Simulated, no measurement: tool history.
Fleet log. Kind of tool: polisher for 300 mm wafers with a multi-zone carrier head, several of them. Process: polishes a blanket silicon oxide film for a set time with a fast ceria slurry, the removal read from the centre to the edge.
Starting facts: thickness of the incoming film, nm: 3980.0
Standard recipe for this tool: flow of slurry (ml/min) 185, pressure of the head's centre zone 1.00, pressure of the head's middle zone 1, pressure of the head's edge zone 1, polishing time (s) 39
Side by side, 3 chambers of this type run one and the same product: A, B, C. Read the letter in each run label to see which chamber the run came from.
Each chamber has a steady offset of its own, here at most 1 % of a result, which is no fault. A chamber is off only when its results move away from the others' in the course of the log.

run,day,flow of slurry (ml/min),pressure of the head's centre zone,pressure of the head's middle zone,pressure of the head's edge zone,polishing time (s),film removed at the wafer's centre (angstrom),film removed at mid-radius (angstrom),film removed at the wafer's edge (angstrom)
# day 0.254: chamber C: edge zone pressure recalibrated
1B,0.296,185,1.00,1,1,39,8498.4,8622.6,8468.1
2A,0.700,185,1.00,1,1,39,8968.6,8612.5,8647.3
3C,1.096,185,1.00,1,1,39,8568.4,8676.1,8823.5
# day 1.104: chamber A: worn pad replaced by a new one
4C,1.329,185,1.00,1,1,39,8580.0,8678.5,8715.3
5A,1.675,235,1.00,1,1,46,10564.0,10575.0,10412.0
6B,2.000,235,1.00,1,1,46,10616.0,10486.0,10319.0
# day 2.312: chamber C: worn pad replaced by a new one
7C,2.321,235,1.00,1,1,46,10471.0,10438.0,10511.0
# day 2.733: chamber B: worn pad replaced by a new one
8B,2.742,185,1.00,1,1,39,8631.0,8666.0,8541.1
9A,3.108,185,1.00,1,1,39,8593.1,8695.8,8540.5
10B,3.562,185,1.00,1,1,39,8859.0,8578.0,8698.6
11A,3.875,185,1.00,1,1,39,8612.0,8516.5,8497.1
12C,4.304,185,0.89,1,1,39,7611.4,8745.6,8639.2
13B,4.575,185,0.89,1,1,39,7479.1,8786.7,8743.3
# day 4.671: chamber C: worn pad replaced by a new one
14C,4.992,185,0.89,1,1,39,7650.9,8657.3,8642.4
15A,5.279,185,1.00,1,1,39,8175.8,8703.4,8890.3
16B,5.525,185,1.00,1,1,39,8680.9,8733.8,8576.9
17C,5.946,185,1.00,1,1,39,8534.4,8767.2,8620.1
18A,6.258,185,1.00,1,1,39,8212.5,8636.1,8884.8
# day 6.400: chamber A: worn pad replaced by a new one
19C,6.579,185,1.00,1,1,39,8553.7,8598.1,8595.7
20A,6.975,185,1.00,1,1,39,7945.5,8593.6,8599.1
21B,7.225,185,1.00,1,1,39,8774.5,8810.6,8808.0
22A,7.646,185,1.00,1,1,39,8085.0,8753.6,8638.4
# day 7.758: chamber C: worn pad replaced by a new one
23C,7.983,185,1.00,1,1,39,8632.7,8534.3,8490.6

What goes on in this fleet: one chamber off, a drifting gauge, or nothing beyond the chambers' own small offsets? Name the chamber and the cause, if any.

It is chamber A that slowly wanders off from its peers.
What lies behind it: centre zone's pressure below its setpoint, % = 10.

Chamber A could run next with any of the 4 candidate recipes listed below; each alters the usual settings, and their results appear as question marks. Which one brings its results back in line with what the other chambers deliver on the usual settings?
To be in line, a result may differ from the other chambers' mean on the usual settings by at most: film removed at the wafer's centre (angstrom) 410.0; film removed at mid-radius (angstrom) 250.0; film removed at the wafer's edge (angstrom) 420.0
24A-1,8.346,185,1.02,1.00,0.99,39,?,?,?
24A-2,8.346,180,0.91,1.01,1.03,39,?,?,?
24A-3,8.346,190,1.09,0.99,0.97,39,?,?,?
24A-4,8.346,185,0.98,1.00,1.01,39,?,?,?

Average result of the remaining chambers running the usual settings: film removed at the wafer's centre (angstrom) 8643.2; film removed at mid-radius (angstrom) 8653.7; film removed at the wafer's edge (angstrom) 8637.2
run,film removed at the wafer's centre (angstrom),film removed at mid-radius (angstrom),film removed at the wafer's edge (angstrom)
24A-1,7944.4,8626.0,8713.7
24A-2,6979.2,8673.0,8865.8
24A-3,8575.8,8578.1,8649.9
24A-4,7605.4,8627.5,8804.3
24A-3 is the one that brings the chamber's results back in line with the other chambers.
